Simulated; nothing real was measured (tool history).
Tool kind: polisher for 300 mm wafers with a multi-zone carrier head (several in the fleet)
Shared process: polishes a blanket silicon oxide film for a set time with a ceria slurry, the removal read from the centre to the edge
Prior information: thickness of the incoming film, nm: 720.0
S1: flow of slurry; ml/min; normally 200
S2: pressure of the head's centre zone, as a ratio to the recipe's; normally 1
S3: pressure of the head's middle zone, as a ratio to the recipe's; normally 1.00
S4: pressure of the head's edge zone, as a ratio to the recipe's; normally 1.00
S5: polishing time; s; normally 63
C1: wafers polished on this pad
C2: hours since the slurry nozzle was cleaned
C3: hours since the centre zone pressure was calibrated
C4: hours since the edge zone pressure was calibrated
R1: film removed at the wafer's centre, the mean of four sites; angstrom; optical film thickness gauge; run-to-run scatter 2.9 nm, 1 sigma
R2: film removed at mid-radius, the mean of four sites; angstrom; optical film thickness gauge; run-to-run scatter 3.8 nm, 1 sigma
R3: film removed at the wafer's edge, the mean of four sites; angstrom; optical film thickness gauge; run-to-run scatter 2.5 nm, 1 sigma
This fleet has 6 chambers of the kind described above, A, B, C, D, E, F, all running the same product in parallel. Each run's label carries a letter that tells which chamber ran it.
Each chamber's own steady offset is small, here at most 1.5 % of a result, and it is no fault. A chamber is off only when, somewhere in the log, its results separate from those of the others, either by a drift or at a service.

run,day,S1,S2,S3,S4,S5,C1,C2,C3,C4,R1,R2,R3
1A,0.196,200,1,1.00,1.00,63,460,654.1,80.4,235.7,2659.7,2744.9,2738.7
# day 0.346: chamber D: worn pad replaced by a new one
2F,0.379,200,1,1.00,1.00,63,1378,167.4,840.9,663.0,2754.1,2724.5,2724.8
3B,0.550,200,1,1.00,1.00,63,599,418.9,965.9,678.9,2707.3,2623.9,2734.2
4D,0.854,200,1,1.00,1.00,63,91,352.5,227.8,515.8,2708.3,2744.7,2723.5
# day 0.896: chamber F: worn pad replaced by a new one
5C,1.212,200,1,1.00,1.00,63,378,472.8,842.2,649.5,2724.9,2724.3,2716.0
6E,1.383,175,1,1.00,1.00,53,1128,188.8,955.4,337.5,2207.8,2285.7,2231.0
7B,1.633,175,1,1.00,1.00,53,794,444.9,991.9,704.9,2278.4,2212.5,2229.4
# day 1.708: chamber B: worn pad replaced by a new one
8E,1.896,175,1,1.00,1.00,53,1220,201.1,967.7,349.8,2252.2,2191.8,2237.0
9F,2.117,175,1,1.00,1.00,53,220,209.1,882.6,704.7,2236.5,2233.7,2225.6
# day 2.196: chamber C: worn pad replaced by a new one
# day 2.296: chamber D: slurry nozzle cleaned
10D,2.383,175,1,1.00,1.00,53,367,2.2,264.5,552.5,2240.1,2306.1,2257.9
# day 2.621: chamber E: worn pad replaced by a new one
11C,2.621,175,1,1.00,1.00,53,76,506.6,876.0,683.3,2237.8,2205.4,2241.4
12A,2.871,200,1,1.00,1.00,63,943,718.3,144.6,299.9,2655.3,2754.4,2694.3
13B,3.183,200,1,1.00,1.00,63,266,482.1,1029.1,742.1,2763.9,2704.0,2758.5
# day 3.262: chamber D: worn pad replaced by a new one
14D,3.358,200,1,1.00,1.00,63,17,25.6,287.9,575.9,2752.4,2791.0,2715.6
# day 3.646: chamber F: centre zone pressure recalibrated
15E,3.729,200,1,1.00,1.00,63,200,245.1,1011.7,393.8,2760.3,2702.8,2696.0
# day 3.871: chamber C: centre zone pressure recalibrated
16C,3.908,200,1,1.00,1.00,63,309,537.5,1.0,714.2,2688.4,2710.6,2657.6
17F,4.138,200,1,0.89,1.00,63,584,257.6,11.9,753.2,2757.7,2422.7,2671.9
18A,4.462,200,1,0.89,1.00,63,1229,756.5,182.8,338.1,2657.4,2436.1,2743.2
# day 4.758: chamber A: worn pad replaced by a new one
19D,4.771,200,1,0.89,1.00,63,272,59.5,321.8,609.8,2715.8,2455.4,2734.5
20E,5.125,200,1,0.89,1.00,63,451,278.6,1045.2,427.3,2686.3,2437.1,2728.9
21A,5.475,200,1,0.89,1.00,63,129,780.8,207.1,362.4,2715.7,2507.4,2699.8
# day 5.700: chamber E: edge zone pressure recalibrated
# day 5.712: chamber C: worn pad replaced by a new one
22C,5.712,200,1,0.89,1.00,63,0,580.8,44.3,757.5,2741.5,2404.2,2701.9
23B,6.038,200,1,1.00,1.00,63,780,550.6,1097.6,810.6,2741.9,2686.2,2769.7
# day 6.075: chamber D: worn pad replaced by a new one
# day 6.262: chamber A: slurry nozzle cleaned
24F,6.317,200,1,1.00,1.00,63,977,309.9,64.2,805.5,2686.0,2603.4,2665.6
# day 6.362: chamber B: worn pad replaced by a new one
# day 6.496: chamber A: edge zone pressure recalibrated
25B,6.679,150,1,1.00,1.00,63,57,566.0,1113.0,826.0,2655.9,2564.1,2616.2
26E,7.008,150,1,1.00,1.00,63,791,323.8,1090.4,31.4,2540.7,2583.5,2590.7
# day 7.042: chamber F: edge zone pressure recalibrated
27D,7.296,150,1,1.00,1.00,63,220,120.1,382.4,670.4,2566.1,2553.0,2658.7
28F,7.546,150,1,1.00,1.00,63,1199,339.4,93.7,12.1,2439.7,2512.2,2552.5
# day 7.725: chamber F: worn pad replaced by a new one
# day 7.825: chamber B: centre zone pressure recalibrated
29A,7.825,150,1,1.00,1.00,63,553,37.6,263.5,32.0,2520.4,2604.3,2655.2
30C,8.038,150,1,1.00,1.00,63,419,636.6,100.1,813.3,2553.3,2554.9,2571.7
31E,8.338,200,1,1.00,1.00,63,1030,355.7,1122.3,63.3,2643.1,2728.6,2699.7
32A,8.717,200,1,1.00,1.00,63,714,59.0,284.9,53.4,2665.9,2728.4,2711.0
# day 8.850: chamber C: worn pad replaced by a new one
33B,8.967,200,1,1.00,1.00,63,469,620.9,27.5,880.9,2699.6,2700.2,2700.5
34C,9.171,200,1,1.00,1.00,63,57,663.8,127.3,840.5,2759.3,2712.5,2750.9
35F,9.388,200,1,1.00,1.00,81,300,383.6,137.9,56.3,3330.5,3259.4,3317.7
# day 9.562: chamber D: worn pad replaced by a new one
36D,9.667,200,1,1.00,1.00,81,18,177.0,439.3,727.3,3464.7,3580.2,3533.5

Is one chamber out of step, is the gauge drifting, or do the chambers differ by no more than their own small offsets? For an off chamber, give its letter and the likeliest cause.

It is chamber F that slowly wanders off from its peers.
What lies behind it: slurry flow missing at the pad, % = 29.1.

Here are 4 candidates for chamber F's next run, each the usual settings with a change, their results left as question marks. Which one brings its results back in line with what the others give on the usual settings?
In line here means within this much of the mean the other chambers give on the usual settings: R1 100.0 angstrom; R2 130.0 angstrom; R3 89.0 angstrom
37F-1,9.946,190,0.98,0.98,1.02,57,,,,,?,?,?
37F-2,9.946,210,1.02,1.02,0.98,69,,,,,?,?,?
37F-3,9.946,205,1.01,1.01,0.99,66,,,,,?,?,?
37F-4,9.946,195,0.99,0.99,1.01,60,,,,,?,?,?

Average result of the remaining chambers running the usual settings: R1 2710.1 angstrom; R2 2714.3 angstrom; R3 2716.4 angstrom
run,R1,R2,R3
37F-1,2223.0,2239.3,2350.6
37F-2,2879.4,2868.1,2824.9
37F-3,2709.6,2706.3,2707.8
37F-4,2381.4,2391.9,2470.6
The right change is 37F-3: it brings the chamber back within the allowed miss of the others.
